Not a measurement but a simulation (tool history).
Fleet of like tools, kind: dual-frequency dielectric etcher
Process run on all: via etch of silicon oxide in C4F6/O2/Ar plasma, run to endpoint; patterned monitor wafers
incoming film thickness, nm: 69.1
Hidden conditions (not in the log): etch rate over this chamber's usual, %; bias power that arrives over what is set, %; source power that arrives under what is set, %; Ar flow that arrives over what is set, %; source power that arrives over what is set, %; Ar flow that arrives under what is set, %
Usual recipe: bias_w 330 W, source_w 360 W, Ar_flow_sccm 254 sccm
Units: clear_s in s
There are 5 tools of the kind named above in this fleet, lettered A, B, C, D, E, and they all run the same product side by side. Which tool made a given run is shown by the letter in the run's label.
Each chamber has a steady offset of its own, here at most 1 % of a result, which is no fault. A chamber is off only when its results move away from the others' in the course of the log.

run,hour,bias_w,source_w,Ar_flow_sccm,hours since the last wet clean,hours since the last bias power generator calibration,hours since the last source power generator calibration,hours since the last Ar flow controller change,clear_s
1B,3.0,330,360,254,83.0,876.2,1317.3,398.4,18.030
2C,7.5,330,360,254,344.9,1894.6,504.8,624.7,18.120
3E,10.1,330,360,254,128.1,1070.4,1630.0,1944.5,18.281
4A,14.0,330,360,254,224.8,2621.8,1381.2,2028.4,18.171
5D,18.8,330,360,254,35.5,2847.3,2581.5,776.1,18.093
6D,22.8,330,360,254,39.5,2851.3,2585.5,780.1,18.250
7E,27.9,330,360,254,145.9,1088.2,1647.8,1962.3,18.269
8B,34.0,330,360,254,114.0,907.2,1348.3,429.4,18.048
9A,37.2,330,360,254,248.0,2645.0,1404.4,2051.6,18.137
10C,40.1,291,310,254,377.5,1927.2,537.4,657.3,20.032
11B,44.1,291,310,254,124.1,917.3,1358.4,439.5,19.949
# hour 45.0: chamber C: wet clean of the chamber
12A,47.4,291,310,254,258.2,2655.2,1414.6,2061.8,19.939
13C,50.4,291,310,254,5.4,1937.5,547.7,667.6,19.078
14D,53.8,291,310,254,70.5,2882.3,2616.5,811.1,20.091
15E,57.8,330,360,254,175.8,1118.1,1677.7,1992.2,18.233
16D,61.5,330,360,254,78.2,2890.0,2624.2,818.8,18.176
17A,65.0,291,360,254,275.8,2672.8,1432.2,2079.4,18.887
18C,70.4,291,360,254,25.4,1957.5,567.7,687.6,18.199
19E,75.7,291,360,254,193.7,1136.0,1695.6,2010.1,19.084
20B,81.2,291,360,254,161.2,954.4,1395.5,476.6,18.827
21A,84.4,291,360,254,295.2,2692.2,1451.6,2098.8,18.889
22C,88.8,330,360,254,43.8,1975.9,586.1,706.0,17.271
23E,93.6,330,360,254,211.6,1153.9,1713.5,2028.0,18.129
24D,96.9,330,360,254,113.6,2925.4,2659.6,854.2,18.178
25B,101.1,330,360,254,181.1,974.3,1415.4,496.5,17.941
26A,104.0,330,360,222,314.8,2711.8,1471.2,2118.4,17.801
27B,109.4,330,360,222,189.4,982.6,1423.7,504.8,17.683
28D,114.6,330,360,222,131.3,2943.1,2677.3,871.9,17.919
29C,118.2,330,360,222,73.2,2005.3,615.5,735.4,17.105
30E,121.9,330,360,222,239.9,1182.2,1741.8,2056.3,17.846
31C,125.7,330,360,254,80.7,2012.8,623.0,742.9,17.347
32A,131.6,330,360,254,342.4,2739.4,1498.8,2146.0,18.023
33D,135.4,392,320,254,152.1,2963.9,2698.1,892.7,17.808
34E,138.6,392,320,254,256.6,1198.9,1758.5,2073.0,17.848
35B,142.3,392,320,254,222.3,1015.5,1456.6,537.7,17.753

The same settings go to every chamber for the next run, one line per chamber below. Forecast the results for each:
36A,146.7,292,360,254,,,,,?
36B,146.7,292,360,254,,,,,?
36C,146.7,292,360,254,,,,,?
36D,146.7,292,360,254,,,,,?
36E,146.7,292,360,254,,,,,?

run,clear_s
36A,18.736
36B,18.810
36C,18.057
36D,18.919
36E,18.954
